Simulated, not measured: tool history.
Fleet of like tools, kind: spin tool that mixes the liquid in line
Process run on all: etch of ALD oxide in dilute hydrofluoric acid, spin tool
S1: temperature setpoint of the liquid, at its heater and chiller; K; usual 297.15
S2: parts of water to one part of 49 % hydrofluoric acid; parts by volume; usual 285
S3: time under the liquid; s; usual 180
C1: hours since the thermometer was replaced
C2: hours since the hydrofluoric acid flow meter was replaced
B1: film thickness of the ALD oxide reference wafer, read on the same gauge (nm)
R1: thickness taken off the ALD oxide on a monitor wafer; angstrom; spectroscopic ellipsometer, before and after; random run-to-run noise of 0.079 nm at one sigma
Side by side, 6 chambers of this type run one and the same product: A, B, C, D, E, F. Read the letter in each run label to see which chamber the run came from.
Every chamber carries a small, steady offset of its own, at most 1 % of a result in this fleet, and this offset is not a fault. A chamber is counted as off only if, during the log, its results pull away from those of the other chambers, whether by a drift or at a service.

run   hour      S1   S2   S3      C1      C2      B1       R1
 1C    3.0  297.15  285  180  1996.4  1619.6  89.965  143.940
 2F    6.1  297.15  285  180  1311.2  1517.2  89.986  142.090
 3D   12.1  297.15  285  180   678.5   243.0  89.965  144.630
 4A   15.2  297.15  285  180   879.2  1519.5  90.008  142.910
 5E   18.2  301.15  325  180   863.3   403.8  90.033  139.390
 6B   23.3  301.15  325  180   634.8   422.2  89.983  139.340
 7B   27.6  301.15  325  180   639.1   426.5  89.948  138.810
 8E   30.3  301.15  325  180   875.4   415.9  90.039  139.840
 9F   34.5  301.15  325  180  1339.6  1545.6  89.987  138.120
10D   37.5  301.15  325  180   703.9   268.4  89.998  141.230
11C   40.3  297.15  285  180  2033.7  1656.9  89.949  144.240
12A   44.5  297.15  285  180   908.5  1548.8  89.962  142.070
13D   49.2  297.15  285  180   715.6   280.1  90.017  143.900
14F   51.9  297.15  285  180  1357.0  1563.0  89.983  142.260
      52.6  -- chamber A: hydrofluoric acid flow meter replaced
15C   57.0  297.15  195  110  2050.4  1673.6  89.997  142.260
16E   62.8  297.15  195  110   907.9   448.4  90.063  140.580
17B   68.9  297.15  195  110   680.4   467.8  90.008  140.340
18A   73.1  297.15  195  110   937.1    20.5  90.023  140.360
19C   78.5  297.15  195  110  2071.9  1695.1  90.008  143.260
20E   83.3  297.15  195  110   928.4   468.9  89.973  138.880
21D   88.8  297.15  285  235   755.2   319.7  90.081  189.620
22F   94.4  297.15  285  235  1399.5  1605.5  89.950  186.490
23B   98.4  297.15  285  235   709.9   497.3  89.954  188.410
24A  101.3  297.15  285  235   965.3    48.7  89.986  188.180
25E  104.5  297.15  285  235   949.6   490.1  90.008  182.970
26B  107.3  297.15  285  235   718.8   506.2  90.039  186.040
27F  112.2  297.15  400  180  1417.3  1623.3  89.986   90.538
28D  117.2  297.15  400  180   783.6   348.1  90.022   92.524
29A  121.4  297.15  400  180   985.4    68.8  89.974   92.015
30C  125.0  297.15  400  180  2118.4  1741.6  89.936   91.537
31E  131.1  297.15  400  180   976.2   516.7  89.938   87.642
32A  136.1  297.15  400  180  1000.1    83.5  90.021   91.096
33B  141.0  297.15  285  180   752.5   539.9  90.004  142.750
34C  144.4  297.15  285  180  2137.8  1761.0  89.981  144.880
35D  147.8  297.15  285  180   814.2   378.7  90.034  144.160
36F  151.6  297.15  285  180  1456.7  1662.7  90.056  142.460
37D  155.4  297.15  285  180   821.8   386.3  89.953  145.990
38A  160.2  297.15  285  180  1024.2   107.6  89.980  143.450
39E  164.4  297.15  285  180  1009.5   550.0  90.026  136.030
40C  167.3  295.15  285  180  2160.7  1783.9  89.968  135.090
41F  171.3  295.15  285  180  1476.4  1682.4  89.989  133.450

One chamber off, gauge drift, or nothing amiss beyond the chambers' own small offsets? If it is a chamber, which one, and what is the likeliest cause?

One chamber, E, drifts off from the rest bit by bit.
What lies behind it: hydrofluoric acid flow below the setpoint (%) = 5.23.
The log might look much the same if the cause were instead: liquid colder than its thermometer reads (K).

Below are 4 candidate recipes for chamber E's next run, each the usual settings with a change, their results shown as question marks. Which of them brings E's results back in line with what the other chambers give on the usual settings?
In line here means within this much of the mean the other chambers give on the usual settings: R1 2.800 angstrom
42E-1  175.7  299.15  285  180               ?
42E-2  175.7  297.15  300  180               ?
42E-3  175.7  296.65  285  160               ?
42E-4  175.7  297.65  260  180               ?

The mean the other chambers reach with the usual settings: R1 143.650 angstrom
  run       R1
42E-1  144.420
42E-2  125.910
42E-3  117.630
42E-4  154.570
42E-1 brings the chamber back in line.
